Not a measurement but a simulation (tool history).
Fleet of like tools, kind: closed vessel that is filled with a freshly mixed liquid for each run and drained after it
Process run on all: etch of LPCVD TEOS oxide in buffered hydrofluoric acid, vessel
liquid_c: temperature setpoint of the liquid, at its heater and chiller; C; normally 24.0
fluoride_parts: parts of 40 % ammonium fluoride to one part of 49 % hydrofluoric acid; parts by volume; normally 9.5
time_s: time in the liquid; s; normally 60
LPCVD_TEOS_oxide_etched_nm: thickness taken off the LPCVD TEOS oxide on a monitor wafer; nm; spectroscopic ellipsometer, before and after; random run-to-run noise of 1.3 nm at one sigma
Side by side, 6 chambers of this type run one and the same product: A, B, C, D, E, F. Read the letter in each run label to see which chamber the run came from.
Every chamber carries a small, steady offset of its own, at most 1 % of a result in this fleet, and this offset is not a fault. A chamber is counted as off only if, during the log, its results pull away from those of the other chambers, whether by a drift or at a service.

run   hour  liquid_c  fluoride_parts  time_s  hours since the thermometer was replaced  hours since the hydrofluoric acid flow meter was replaced  read-back film thickness of the LPCVD TEOS oxide reference wafer, read on the same gauge (nm)  LPCVD_TEOS_oxide_etched_nm
 1F    4.0      24.0             9.5      60                                     161.0                                                      305.5                                                                                         70.019                      318.99
 2D    8.5      24.0             9.5      60                                     471.5                                                      987.2                                                                                         70.022                      321.62
      11.5  -- chamber B: thermometer replaced
 3C   12.6      24.0             9.5      60                                    1295.3                                                      669.7                                                                                         69.988                      322.72
 4A   15.5      24.0             9.5      60                                     762.0                                                      396.7                                                                                         69.960                      322.12
 5B   18.3      24.0             9.5      60                                       6.8                                                      605.4                                                                                         70.016                      321.83
 6E   21.9      24.0             9.5      60                                    1268.0                                                      942.1                                                                                         70.036                      321.63
 7F   26.2      24.0             9.5      60                                     183.2                                                      327.7                                                                                         69.970                      317.66
 8E   30.0      24.0             9.5      60                                    1276.1                                                      950.2                                                                                         69.943                      321.72
 9B   34.6      24.0             9.5      60                                      23.1                                                      621.7                                                                                         69.983                      322.74
10D   38.0      24.0             9.5      60                                     501.0                                                     1016.7                                                                                         70.004                      318.87
11A   42.5      24.0             9.5      60                                     789.0                                                      423.7                                                                                         70.015                      321.04
12C   45.1      24.0             9.5      60                                    1327.8                                                      702.2                                                                                         69.948                      321.30
13C   48.7      28.5             9.5      85                                    1331.4                                                      705.8                                                                                         69.970                      578.10
14F   51.7      28.5             9.5      85                                     208.7                                                      353.2                                                                                         70.014                      575.10
15A   55.7      28.5             9.5      85                                     802.2                                                      436.9                                                                                         69.998                      583.25
16E   58.2      28.5             9.5      85                                    1304.3                                                      978.4                                                                                         69.981                      577.81
17B   62.6      28.5             9.5      85                                      51.1                                                      649.7                                                                                         69.994                      587.23
18D   64.7      28.5             9.5      85                                     527.7                                                     1043.4                                                                                         70.035                      578.39
19E   67.8      24.0             9.5      60                                    1313.9                                                      988.0                                                                                         69.959                      323.70
20D   71.5      24.0             9.5      60                                     534.5                                                     1050.2                                                                                         69.978                      319.95
21B   75.5      24.0             9.5      80                                      64.0                                                      662.6                                                                                         69.978                      433.44
22F   78.0      24.0             9.5      80                                     235.0                                                      379.5                                                                                         69.979                      424.43
23A   80.2      24.0             9.5      80                                     826.7                                                      461.4                                                                                         69.942                      428.15
24C   83.4      24.0             9.5      80                                    1366.1                                                      740.5                                                                                         70.036                      426.70
25A   86.4      24.0             9.5      80                                     832.9                                                      467.6                                                                                         69.953                      426.94
26F   88.7      24.0             9.5      80                                     245.7                                                      390.2                                                                                         69.974                      425.47
27C   92.8      24.0             9.5      60                                    1375.5                                                      749.9                                                                                         69.990                      320.45
28E   97.1      26.5             9.5      60                                    1343.2                                                     1017.3                                                                                         69.952                      364.19
29D  100.1      26.5             9.5      60                                     563.1                                                     1078.8                                                                                         69.994                      364.47
30B  103.3      26.5             9.5      60                                      91.8                                                      690.4                                                                                         69.977                      374.75
31F  107.2      26.5             9.5      60                                     264.2                                                      408.7                                                                                         69.980                      365.21
32E  110.2      26.5             9.5      60                                    1356.3                                                     1030.4                                                                                         70.017                      368.77
33A  113.6      26.5             9.5      60                                     860.1                                                      494.8                                                                                         70.025                      368.02
34C  115.9      24.0             9.5      60                                    1398.6                                                      773.0                                                                                         69.953                      321.72
35D  118.1      20.5             9.5      60                                     581.1                                                     1096.8                                                                                         70.015                      262.83
36B  122.7      20.5             9.5      60                                     111.2                                                      709.8                                                                                         69.996                      270.76
37E  126.5      20.5             9.5      60                                    1372.6                                                     1046.7                                                                                         69.996                      265.62
38D  130.1      20.5             9.5      60                                     593.1                                                     1108.8                                                                                         70.015                      263.20
39F  133.0      20.5             9.5      60                                     290.0                                                      434.5                                                                                         70.011                      264.35
40B  136.0      20.5             9.5      60                                     124.5                                                      723.1                                                                                         69.989                      271.14
41A  138.5      27.0             6.5      60                                     885.0                                                      519.7                                                                                         70.024                      548.20
42C  141.0      27.0             6.5      60                                    1423.7                                                      798.1                                                                                         70.001                      544.41
43B  143.5      27.0             6.5      60                                     132.0                                                      730.6                                                                                         70.017                      568.97
44F  146.8      27.0             6.5      60                                     303.8                                                      448.3                                                                                         69.980                      544.19

Is one chamber out of step, is the gauge drifting, or do the chambers differ by no more than their own small offsets? For an off chamber, give its letter and the likeliest cause.

It is chamber B that slowly wanders off from its peers.
Most likely cause: hydrofluoric acid flow above the setpoint (%) = 5.19.
The log may not tell that from: liquid hotter than its thermometer reads (K).

Which of the 4 candidates below, each the usual settings with something changed and its results left as question marks, puts chamber B back in line with what the other chambers give on the usual settings?
In line means no further than this from the other chambers' mean on the usual settings: LPCVD_TEOS_oxide_etched_nm 4.70 nm
45B-1  150.2      24.0             9.0      60                                                                                                                                                                                                                               ?
45B-2  150.2      24.5             9.5      60                                                                                                                                                                                                                               ?
45B-3  150.2      24.0            10.0      60                                                                                                                                                                                                                               ?
45B-4  150.2      23.0             9.5      60                                                                                                                                                                                                                               ?

On the usual settings, the other chambers give on average: LPCVD_TEOS_oxide_etched_nm 320.38 nm
  run  LPCVD_TEOS_oxide_etched_nm
45B-1                      350.14
45B-2                      340.23
45B-3                      320.54
45B-4                      313.14
45B-3 is the one that brings the chamber's results back in line with the other chambers.
